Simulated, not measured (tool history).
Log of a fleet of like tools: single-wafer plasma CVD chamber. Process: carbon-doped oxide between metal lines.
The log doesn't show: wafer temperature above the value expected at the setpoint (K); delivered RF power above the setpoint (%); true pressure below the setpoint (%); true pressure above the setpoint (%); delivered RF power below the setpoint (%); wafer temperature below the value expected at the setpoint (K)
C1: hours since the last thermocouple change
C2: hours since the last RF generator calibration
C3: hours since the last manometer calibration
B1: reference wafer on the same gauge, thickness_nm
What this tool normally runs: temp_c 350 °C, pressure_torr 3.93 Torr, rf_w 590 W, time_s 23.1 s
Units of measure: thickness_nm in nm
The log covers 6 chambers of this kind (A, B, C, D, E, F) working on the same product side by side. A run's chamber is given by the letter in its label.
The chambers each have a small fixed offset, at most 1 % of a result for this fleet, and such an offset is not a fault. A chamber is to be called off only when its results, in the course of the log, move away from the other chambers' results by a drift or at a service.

run 1F hour=8.1 | temp_c=350 pressure_torr=3.93 rf_w=590 time_s=23.1 | C1=675.5 C2=1604.5 C3=1458.9 | B1=113.03 | thickness_nm=126.68
run 2A hour=14.0 | temp_c=350 pressure_torr=3.93 rf_w=590 time_s=23.1 | C1=1636.8 C2=2389.4 C3=700.7 | B1=112.87 | thickness_nm=125.75
run 3E hour=23.1 | temp_c=350 pressure_torr=3.93 rf_w=590 time_s=23.1 | C1=1697.3 C2=1933.7 C3=834.2 | B1=113.00 | thickness_nm=127.59
run 4D hour=32.6 | temp_c=350 pressure_torr=3.93 rf_w=590 time_s=23.1 | C1=881.7 C2=1323.4 C3=335.1 | B1=113.01 | thickness_nm=127.09
run 5C hour=41.0 | temp_c=350 pressure_torr=3.93 rf_w=590 time_s=23.1 | C1=252.4 C2=673.1 C3=848.4 | B1=113.09 | thickness_nm=126.87
run 6B hour=50.6 | temp_c=350 pressure_torr=3.93 rf_w=590 time_s=23.1 | C1=1263.8 C2=108.7 C3=869.2 | B1=113.01 | thickness_nm=128.37
-- hour=54.4 chamber B: thermocouple changed; heater temperature recalibrated
run 7A hour=55.5 | temp_c=350 pressure_torr=3.93 rf_w=590 time_s=23.1 | C1=1678.3 C2=2430.9 C3=742.2 | B1=112.97 | thickness_nm=127.64
run 8B hour=61.2 | temp_c=350 pressure_torr=3.93 rf_w=590 time_s=23.1 | C1=6.8 C2=119.3 C3=879.8 | B1=113.02 | thickness_nm=127.67
run 9C hour=66.3 | temp_c=350 pressure_torr=3.93 rf_w=590 time_s=23.1 | C1=277.7 C2=698.4 C3=873.7 | B1=112.97 | thickness_nm=127.64
run 10D hour=72.0 | temp_c=350 pressure_torr=3.93 rf_w=590 time_s=23.1 | C1=921.1 C2=1362.8 C3=374.5 | B1=112.94 | thickness_nm=128.39
-- hour=74.8 chamber D: thermocouple changed; heater temperature recalibrated
run 11F hour=77.0 | temp_c=350 pressure_torr=3.93 rf_w=590 time_s=23.1 | C1=744.4 C2=1673.4 C3=1527.8 | B1=112.90 | thickness_nm=126.33
run 12E hour=84.0 | temp_c=350 pressure_torr=3.93 rf_w=590 time_s=23.1 | C1=1758.2 C2=1994.6 C3=895.1 | B1=113.06 | thickness_nm=127.18
-- hour=92.2 chamber E: RF generator calibrated
run 13A hour=94.1 | temp_c=350 pressure_torr=3.93 rf_w=650 time_s=25.6 | C1=1716.9 C2=2469.5 C3=780.8 | B1=112.86 | thickness_nm=148.48
run 14D hour=100.2 | temp_c=350 pressure_torr=3.93 rf_w=650 time_s=25.6 | C1=25.5 C2=1391.0 C3=402.7 | B1=113.09 | thickness_nm=150.24
run 15E hour=105.0 | temp_c=350 pressure_torr=3.93 rf_w=650 time_s=25.6 | C1=1779.2 C2=12.9 C3=916.1 | B1=112.96 | thickness_nm=148.50
run 16B hour=111.1 | temp_c=350 pressure_torr=3.93 rf_w=650 time_s=25.6 | C1=56.7 C2=169.2 C3=929.7 | B1=113.06 | thickness_nm=149.77
-- hour=117.9 chamber A: RF generator calibrated
run 17F hour=121.8 | temp_c=350 pressure_torr=3.93 rf_w=650 time_s=25.6 | C1=789.2 C2=1718.2 C3=1572.6 | B1=113.00 | thickness_nm=146.57
run 18C hour=129.5 | temp_c=350 pressure_torr=3.93 rf_w=650 time_s=25.6 | C1=340.9 C2=761.6 C3=936.9 | B1=112.93 | thickness_nm=148.78
run 19C hour=135.3 | temp_c=350 pressure_torr=3.93 rf_w=590 time_s=23.1 | C1=346.7 C2=767.4 C3=942.7 | B1=113.05 | thickness_nm=127.36
-- hour=140.4 chamber B: capacitance manometer re-zeroed and calibrated
run 20D hour=143.0 | temp_c=350 pressure_torr=3.93 rf_w=590 time_s=23.1 | C1=68.3 C2=1433.8 C3=445.5 | B1=113.05 | thickness_nm=128.09
run 21E hour=149.1 | temp_c=350 pressure_torr=3.93 rf_w=590 time_s=23.1 | C1=1823.3 C2=57.0 C3=960.2 | B1=112.95 | thickness_nm=128.30
run 22A hour=156.5 | temp_c=350 pressure_torr=3.93 rf_w=590 time_s=23.1 | C1=1779.3 C2=38.7 C3=843.2 | B1=113.08 | thickness_nm=126.83
run 23B hour=163.2 | temp_c=337 pressure_torr=3.59 rf_w=590 time_s=23.1 | C1=108.8 C2=221.3 C3=22.9 | B1=112.92 | thickness_nm=131.55
-- hour=164.0 chamber F: RF generator calibrated
-- hour=168.9 chamber E: capacitance manometer re-zeroed and calibrated
run 24F hour=169.7 | temp_c=337 pressure_torr=3.59 rf_w=590 time_s=23.1 | C1=837.1 C2=5.8 C3=1620.5 | B1=113.06 | thickness_nm=130.70
run 25B hour=178.9 | temp_c=337 pressure_torr=3.59 rf_w=590 time_s=23.1 | C1=124.5 C2=237.0 C3=38.6 | B1=112.97 | thickness_nm=130.90
run 26F hour=185.5 | temp_c=337 pressure_torr=3.59 rf_w=590 time_s=23.1 | C1=852.9 C2=21.6 C3=1636.3 | B1=112.99 | thickness_nm=129.33
run 27D hour=194.2 | temp_c=337 pressure_torr=3.59 rf_w=590 time_s=23.1 | C1=119.5 C2=1485.0 C3=496.7 | B1=112.93 | thickness_nm=131.94
run 28C hour=199.4 | temp_c=337 pressure_torr=3.59 rf_w=590 time_s=23.1 | C1=410.8 C2=831.5 C3=1006.8 | B1=112.96 | thickness_nm=131.32
run 29A hour=206.3 | temp_c=350 pressure_torr=3.93 rf_w=590 time_s=23.1 | C1=1829.1 C2=88.5 C3=893.0 | B1=112.93 | thickness_nm=125.97
run 30E hour=213.1 | temp_c=350 pressure_torr=3.93 rf_w=590 time_s=23.1 | C1=1887.3 C2=121.0 C3=44.2 | B1=113.01 | thickness_nm=126.50
run 31D hour=223.2 | temp_c=350 pressure_torr=3.93 rf_w=590 time_s=23.1 | C1=148.5 C2=1514.0 C3=525.7 | B1=112.99 | thickness_nm=128.04
run 32E hour=234.4 | temp_c=350 pressure_torr=3.93 rf_w=590 time_s=23.1 | C1=1908.6 C2=142.3 C3=65.5 | B1=112.98 | thickness_nm=127.98
run 33C hour=241.5 | temp_c=350 pressure_torr=3.93 rf_w=590 time_s=23.1 | C1=452.9 C2=873.6 C3=1048.9 | B1=112.96 | thickness_nm=126.92
run 34B hour=252.3 | temp_c=356 pressure_torr=3.93 rf_w=590 time_s=23.1 | C1=197.9 C2=310.4 C3=112.0 | B1=113.09 | thickness_nm=124.10
run 35F hour=261.6 | temp_c=356 pressure_torr=3.93 rf_w=590 time_s=23.1 | C1=929.0 C2=97.7 C3=1712.4 | B1=112.97 | thickness_nm=124.59
run 36A hour=266.7 | temp_c=356 pressure_torr=3.93 rf_w=590 time_s=23.1 | C1=1889.5 C2=148.9 C3=953.4 | B1=113.07 | thickness_nm=124.90
run 37E hour=277.6 | temp_c=356 pressure_torr=3.93 rf_w=590 time_s=23.1 | C1=1951.8 C2=185.5 C3=108.7 | B1=113.04 | thickness_nm=125.11

Decide between three cases: one chamber stands off from its peers, the gauge reading all wafers drifts, or nothing is wrong past each chamber's small offset. Where a chamber is off, say which and what most likely put it there.

No chamber stands off beyond its own small offset, and the gauge holds steady.
